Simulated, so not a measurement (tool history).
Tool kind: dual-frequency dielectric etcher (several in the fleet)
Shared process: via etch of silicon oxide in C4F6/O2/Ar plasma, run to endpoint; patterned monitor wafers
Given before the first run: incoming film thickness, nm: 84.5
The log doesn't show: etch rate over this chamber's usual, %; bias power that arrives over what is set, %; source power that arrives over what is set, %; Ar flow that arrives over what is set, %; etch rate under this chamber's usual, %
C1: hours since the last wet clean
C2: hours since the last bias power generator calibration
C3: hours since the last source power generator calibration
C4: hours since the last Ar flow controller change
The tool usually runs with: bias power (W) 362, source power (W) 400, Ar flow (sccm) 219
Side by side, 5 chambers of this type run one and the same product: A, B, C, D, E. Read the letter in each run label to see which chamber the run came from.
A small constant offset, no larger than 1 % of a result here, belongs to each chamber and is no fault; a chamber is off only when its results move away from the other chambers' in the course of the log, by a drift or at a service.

{"run": "1A", "hour": 3.6, "bias power (W)": 362, "source power (W)": 400, "Ar flow (sccm)": 219, "C1": 57.9, "C2": 1345.1, "C3": 2617, "C4": 1490.5, "endpoint time (s)": 20.266}
{"run": "2B", "hour": 7.8, "bias power (W)": 362, "source power (W)": 400, "Ar flow (sccm)": 219, "C1": 113.7, "C2": 1809.5, "C3": 1120.4, "C4": 236.7, "endpoint time (s)": 20.165}
{"run": "3C", "hour": 12.8, "bias power (W)": 362, "source power (W)": 400, "Ar flow (sccm)": 219, "C1": 306.9, "C2": 2216.3, "C3": 1925.8, "C4": 154.1, "endpoint time (s)": 20.322}
{"run": "4E", "hour": 15.1, "bias power (W)": 362, "source power (W)": 400, "Ar flow (sccm)": 219, "C1": 509.4, "C2": 1684, "C3": 2665.4, "C4": 2707.2, "endpoint time (s)": 20.351}
{"hour": 17.5, "done": "chamber D: Ar flow controller replaced"}
{"run": "5D", "hour": 19.5, "bias power (W)": 362, "source power (W)": 400, "Ar flow (sccm)": 219, "C1": 194.5, "C2": 1561.1, "C3": 1240.7, "C4": 2, "endpoint time (s)": 20.125}
{"run": "6D", "hour": 22.3, "bias power (W)": 362, "source power (W)": 400, "Ar flow (sccm)": 219, "C1": 197.3, "C2": 1563.9, "C3": 1243.5, "C4": 4.8, "endpoint time (s)": 19.997}
{"run": "7C", "hour": 26.0, "bias power (W)": 362, "source power (W)": 400, "Ar flow (sccm)": 219, "C1": 320.1, "C2": 2229.5, "C3": 1939, "C4": 167.3, "endpoint time (s)": 20.144}
{"run": "8B", "hour": 30.6, "bias power (W)": 362, "source power (W)": 400, "Ar flow (sccm)": 219, "C1": 136.5, "C2": 1832.3, "C3": 1143.2, "C4": 259.5, "endpoint time (s)": 20.146}
{"run": "9E", "hour": 34.4, "bias power (W)": 362, "source power (W)": 400, "Ar flow (sccm)": 219, "C1": 528.7, "C2": 1703.3, "C3": 2684.7, "C4": 2726.5, "endpoint time (s)": 20.392}
{"run": "10A", "hour": 38.9, "bias power (W)": 362, "source power (W)": 400, "Ar flow (sccm)": 219, "C1": 93.2, "C2": 1380.4, "C3": 2652.3, "C4": 1525.8, "endpoint time (s)": 20.247}
{"run": "11A", "hour": 43.0, "bias power (W)": 362, "source power (W)": 400, "Ar flow (sccm)": 219, "C1": 97.3, "C2": 1384.5, "C3": 2656.4, "C4": 1529.9, "endpoint time (s)": 20.18}
{"run": "12B", "hour": 46.7, "bias power (W)": 362, "source power (W)": 400, "Ar flow (sccm)": 219, "C1": 152.6, "C2": 1848.4, "C3": 1159.3, "C4": 275.6, "endpoint time (s)": 20.078}
{"run": "13C", "hour": 51.1, "bias power (W)": 362, "source power (W)": 400, "Ar flow (sccm)": 219, "C1": 345.2, "C2": 2254.6, "C3": 1964.1, "C4": 192.4, "endpoint time (s)": 20.3}
{"run": "14E", "hour": 55.1, "bias power (W)": 362, "source power (W)": 400, "Ar flow (sccm)": 258, "C1": 549.4, "C2": 1724, "C3": 2705.4, "C4": 2747.2, "endpoint time (s)": 20.831}
{"run": "15D", "hour": 59.0, "bias power (W)": 362, "source power (W)": 400, "Ar flow (sccm)": 258, "C1": 234, "C2": 1600.6, "C3": 1280.2, "C4": 41.5, "endpoint time (s)": 20.454}
{"run": "16C", "hour": 63.5, "bias power (W)": 362, "source power (W)": 400, "Ar flow (sccm)": 258, "C1": 357.6, "C2": 2267, "C3": 1976.5, "C4": 204.8, "endpoint time (s)": 20.611}
{"run": "17E", "hour": 66.5, "bias power (W)": 362, "source power (W)": 400, "Ar flow (sccm)": 258, "C1": 560.8, "C2": 1735.4, "C3": 2716.8, "C4": 2758.6, "endpoint time (s)": 20.562}
{"hour": 69.3, "done": "chamber E: wet clean of the chamber"}
{"run": "18D", "hour": 69.9, "bias power (W)": 362, "source power (W)": 400, "Ar flow (sccm)": 258, "C1": 244.9, "C2": 1611.5, "C3": 1291.1, "C4": 52.4, "endpoint time (s)": 20.473}
{"run": "19A", "hour": 73.2, "bias power (W)": 362, "source power (W)": 400, "Ar flow (sccm)": 219, "C1": 127.5, "C2": 1414.7, "C3": 2686.6, "C4": 1560.1, "endpoint time (s)": 20.24}
{"run": "20B", "hour": 77.4, "bias power (W)": 362, "source power (W)": 400, "Ar flow (sccm)": 219, "C1": 183.3, "C2": 1879.1, "C3": 1190, "C4": 306.3, "endpoint time (s)": 20.04}
{"run": "21C", "hour": 80.4, "bias power (W)": 362, "source power (W)": 400, "Ar flow (sccm)": 219, "C1": 374.5, "C2": 2283.9, "C3": 1993.4, "C4": 221.7, "endpoint time (s)": 20.292}
{"hour": 81.3, "done": "chamber C: source power generator calibrated"}
{"run": "22A", "hour": 84.3, "bias power (W)": 362, "source power (W)": 400, "Ar flow (sccm)": 219, "C1": 138.6, "C2": 1425.8, "C3": 2697.7, "C4": 1571.2, "endpoint time (s)": 20.161}
{"run": "23E", "hour": 87.3, "bias power (W)": 362, "source power (W)": 400, "Ar flow (sccm)": 219, "C1": 18, "C2": 1756.2, "C3": 2737.6, "C4": 2779.4, "endpoint time (s)": 19.5}
{"run": "24D", "hour": 90.8, "bias power (W)": 362, "source power (W)": 400, "Ar flow (sccm)": 219, "C1": 265.8, "C2": 1632.4, "C3": 1312, "C4": 73.3, "endpoint time (s)": 20.127}
{"run": "25B", "hour": 94.7, "bias power (W)": 362, "source power (W)": 400, "Ar flow (sccm)": 219, "C1": 200.6, "C2": 1896.4, "C3": 1207.3, "C4": 323.6, "endpoint time (s)": 20.052}
{"run": "26C", "hour": 98.7, "bias power (W)": 362, "source power (W)": 400, "Ar flow (sccm)": 219, "C1": 392.8, "C2": 2302.2, "C3": 17.4, "C4": 240, "endpoint time (s)": 20.28}
{"run": "27A", "hour": 101.8, "bias power (W)": 362, "source power (W)": 500, "Ar flow (sccm)": 168, "C1": 156.1, "C2": 1443.3, "C3": 2715.2, "C4": 1588.7, "endpoint time (s)": 18.096}
{"run": "28D", "hour": 104.7, "bias power (W)": 362, "source power (W)": 500, "Ar flow (sccm)": 168, "C1": 279.7, "C2": 1646.3, "C3": 1325.9, "C4": 87.2, "endpoint time (s)": 17.839}
{"run": "29E", "hour": 108.1, "bias power (W)": 362, "source power (W)": 500, "Ar flow (sccm)": 168, "C1": 38.8, "C2": 1777, "C3": 2758.4, "C4": 2800.2, "endpoint time (s)": 17.461}
{"run": "30B", "hour": 112.5, "bias power (W)": 362, "source power (W)": 500, "Ar flow (sccm)": 168, "C1": 218.4, "C2": 1914.2, "C3": 1225.1, "C4": 341.4, "endpoint time (s)": 17.868}
{"run": "31E", "hour": 116.8, "bias power (W)": 362, "source power (W)": 500, "Ar flow (sccm)": 168, "C1": 47.5, "C2": 1785.7, "C3": 2767.1, "C4": 2808.9, "endpoint time (s)": 17.372}
{"run": "32C", "hour": 120.7, "bias power (W)": 362, "source power (W)": 400, "Ar flow (sccm)": 219, "C1": 414.8, "C2": 2324.2, "C3": 39.4, "C4": 262, "endpoint time (s)": 20.153}
{"run": "33A", "hour": 123.2, "bias power (W)": 362, "source power (W)": 400, "Ar flow (sccm)": 219, "C1": 177.5, "C2": 1464.7, "C3": 2736.6, "C4": 1610.1, "endpoint time (s)": 20.256}
{"run": "34B", "hour": 125.6, "bias power (W)": 362, "source power (W)": 400, "Ar flow (sccm)": 219, "C1": 231.5, "C2": 1927.3, "C3": 1238.2, "C4": 354.5, "endpoint time (s)": 20.023}
{"run": "35D", "hour": 128.3, "bias power (W)": 362, "source power (W)": 400, "Ar flow (sccm)": 219, "C1": 303.3, "C2": 1669.9, "C3": 1349.5, "C4": 110.8, "endpoint time (s)": 20.039}
{"run": "36D", "hour": 130.7, "bias power (W)": 362, "source power (W)": 400, "Ar flow (sccm)": 219, "C1": 305.7, "C2": 1672.3, "C3": 1351.9, "C4": 113.2, "endpoint time (s)": 20.137}
{"run": "37A", "hour": 135.0, "bias power (W)": 362, "source power (W)": 400, "Ar flow (sccm)": 219, "C1": 189.3, "C2": 1476.5, "C3": 2748.4, "C4": 1621.9, "endpoint time (s)": 20.302}
{"run": "38E", "hour": 137.4, "bias power (W)": 318, "source power (W)": 400, "Ar flow (sccm)": 182, "C1": 68.1, "C2": 1806.3, "C3": 2787.7, "C4": 2829.5, "endpoint time (s)": 20.01}
{"run": "39B", "hour": 142.5, "bias power (W)": 318, "source power (W)": 400, "Ar flow (sccm)": 182, "C1": 248.4, "C2": 1944.2, "C3": 1255.1, "C4": 371.4, "endpoint time (s)": 20.658}
{"run": "40C", "hour": 147.1, "bias power (W)": 318, "source power (W)": 400, "Ar flow (sccm)": 182, "C1": 441.2, "C2": 2350.6, "C3": 65.8, "C4": 288.4, "endpoint time (s)": 20.817}
{"run": "41C", "hour": 149.5, "bias power (W)": 318, "source power (W)": 400, "Ar flow (sccm)": 182, "C1": 443.6, "C2": 2353, "C3": 68.2, "C4": 290.8, "endpoint time (s)": 20.755}
{"run": "42B", "hour": 153.2, "bias power (W)": 318, "source power (W)": 400, "Ar flow (sccm)": 182, "C1": 259.1, "C2": 1954.9, "C3": 1265.8, "C4": 382.1, "endpoint time (s)": 20.497}
{"run": "43D", "hour": 156.3, "bias power (W)": 362, "source power (W)": 400, "Ar flow (sccm)": 219, "C1": 331.3, "C2": 1697.9, "C3": 1377.5, "C4": 138.8, "endpoint time (s)": 20.04}

For the next run the whole fleet of 5 chambers uses the same settings. Give each chamber's results:
{"run": "44A", "hour": 160.0, "bias power (W)": 324, "source power (W)": 400, "Ar flow (sccm)": 219, "endpoint time (s)": "?"}
{"run": "44B", "hour": 160.0, "bias power (W)": 324, "source power (W)": 400, "Ar flow (sccm)": 219, "endpoint time (s)": "?"}
{"run": "44C", "hour": 160.0, "bias power (W)": 324, "source power (W)": 400, "Ar flow (sccm)": 219, "endpoint time (s)": "?"}
{"run": "44D", "hour": 160.0, "bias power (W)": 324, "source power (W)": 400, "Ar flow (sccm)": 219, "endpoint time (s)": "?"}
{"run": "44E", "hour": 160.0, "bias power (W)": 324, "source power (W)": 400, "Ar flow (sccm)": 219, "endpoint time (s)": "?"}

run=44A endpoint_time_(s)=21.082
run=44B endpoint_time_(s)=20.841
run=44C endpoint_time_(s)=21.111
run=44D endpoint_time_(s)=20.774
run=44E endpoint_time_(s)=20.312
